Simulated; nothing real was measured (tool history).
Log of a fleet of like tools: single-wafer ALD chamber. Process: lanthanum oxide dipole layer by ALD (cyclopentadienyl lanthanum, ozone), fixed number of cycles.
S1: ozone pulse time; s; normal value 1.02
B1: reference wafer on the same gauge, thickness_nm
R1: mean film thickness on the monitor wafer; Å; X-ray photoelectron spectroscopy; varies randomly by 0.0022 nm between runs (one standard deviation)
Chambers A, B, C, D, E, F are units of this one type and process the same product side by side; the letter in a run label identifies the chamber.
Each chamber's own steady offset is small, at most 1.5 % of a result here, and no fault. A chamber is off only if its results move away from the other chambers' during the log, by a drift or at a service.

run 1C day=0.204 | S1=1.02 | B1=0.57271 | R1=4.9886
-- day=0.342 chamber E: thermocouple changed; heater temperature recalibrated
run 2B day=0.417 | S1=1.02 | B1=0.57258 | R1=5.0563
run 3D day=0.750 | S1=1.02 | B1=0.57224 | R1=4.9898
run 4E day=1.050 | S1=1.02 | B1=0.57201 | R1=5.0556
run 5F day=1.462 | S1=1.02 | B1=0.57297 | R1=4.9306
run 6A day=1.675 | S1=1.02 | B1=0.57283 | R1=5.0368
run 7F day=1.879 | S1=1.02 | B1=0.57303 | R1=4.9432
run 8B day=2.075 | S1=1.02 | B1=0.57270 | R1=5.0822
run 9E day=2.275 | S1=1.02 | B1=0.57336 | R1=5.0768
run 10A day=2.533 | S1=1.02 | B1=0.57354 | R1=5.0268
run 11D day=2.946 | S1=1.02 | B1=0.57320 | R1=4.9823
run 12C day=3.254 | S1=0.78 | B1=0.57244 | R1=4.5362
run 13C day=3.629 | S1=0.78 | B1=0.57327 | R1=4.5632
run 14B day=3.842 | S1=0.78 | B1=0.57271 | R1=4.5989
run 15D day=4.175 | S1=0.78 | B1=0.57364 | R1=4.5623
run 16A day=4.558 | S1=0.78 | B1=0.57331 | R1=4.5277
run 17F day=4.758 | S1=0.78 | B1=0.57260 | R1=4.5033
run 18E day=4.975 | S1=1.02 | B1=0.57224 | R1=5.1005
run 19F day=5.417 | S1=1.02 | B1=0.57313 | R1=4.9596
run 20B day=5.762 | S1=1.02 | B1=0.57281 | R1=5.0830
run 21D day=6.096 | S1=1.25 | B1=0.57251 | R1=5.2944
run 22E day=6.292 | S1=1.25 | B1=0.57276 | R1=5.3805
run 23C day=6.533 | S1=1.25 | B1=0.57258 | R1=5.2948
run 24A day=6.842 | S1=1.25 | B1=0.57222 | R1=5.2535
run 25A day=7.092 | S1=1.25 | B1=0.57296 | R1=5.2673
run 26E day=7.292 | S1=1.25 | B1=0.57291 | R1=5.3706
run 27D day=7.525 | S1=1.02 | B1=0.57280 | R1=5.0417
run 28C day=7.754 | S1=1.02 | B1=0.57298 | R1=5.0229
run 29F day=7.950 | S1=1.02 | B1=0.57291 | R1=4.9447
run 30B day=8.258 | S1=0.69 | B1=0.57359 | R1=4.3446
run 31F day=8.679 | S1=0.69 | B1=0.57297 | R1=4.2523
run 32C day=9.042 | S1=0.69 | B1=0.57292 | R1=4.2727
run 33A day=9.404 | S1=0.69 | B1=0.57268 | R1=4.0965
run 34E day=9.850 | S1=0.69 | B1=0.57272 | R1=4.3968
run 35B day=10.158 | S1=0.69 | B1=0.57335 | R1=4.3224
run 36D day=10.375 | S1=1.02 | B1=0.57346 | R1=5.0367
run 37B day=10.775 | S1=1.02 | B1=0.57282 | R1=5.0425
run 38F day=10.992 | S1=1.02 | B1=0.57257 | R1=4.9014
run 39A day=11.383 | S1=1.02 | B1=0.57266 | R1=4.8515
run 40E day=11.833 | S1=1.02 | B1=0.57306 | R1=5.0968
run 41D day=12.112 | S1=1.02 | B1=0.57368 | R1=5.0004
run 42C day=12.458 | S1=1.02 | B1=0.57277 | R1=4.9860
run 43A day=12.796 | S1=1.02 | B1=0.57230 | R1=4.7856
run 44E day=13.208 | S1=1.02 | B1=0.57294 | R1=5.1210

Read the log: is a single chamber off, either drifting away or since a service, is the gauge that measures every chamber drifting, or is nothing wrong beyond small per-chamber offsets? Name any odd chamber and what most likely caused it.

It is chamber A that slowly wanders off from its peers.
Cause: ozone dose below that of a generator just serviced (%) = 14.1.

Below are 4 candidate recipes for chamber A's next run, each the usual settings with a change, their results shown as question marks. Which of them brings A's results back in line with what the other chambers give on the usual settings?
In line here means within this much of the mean the other chambers give on the usual settings: R1 0.0770 Å
run 45A-1 day=13.529 | S1=0.96 | R1=?
run 45A-2 day=13.529 | S1=1.08 | R1=?
run 45A-3 day=13.529 | S1=0.89 | R1=?
run 45A-4 day=13.529 | S1=1.17 | R1=?

What the other chambers average on the usual settings: R1 5.0211 Å
run=45A-1 R1=4.6457
run=45A-2 R1=4.8549
run=45A-3 R1=4.5020
run=45A-4 R1=4.9855
The answer is 45A-4, which returns the chamber to within the allowed miss of the others.
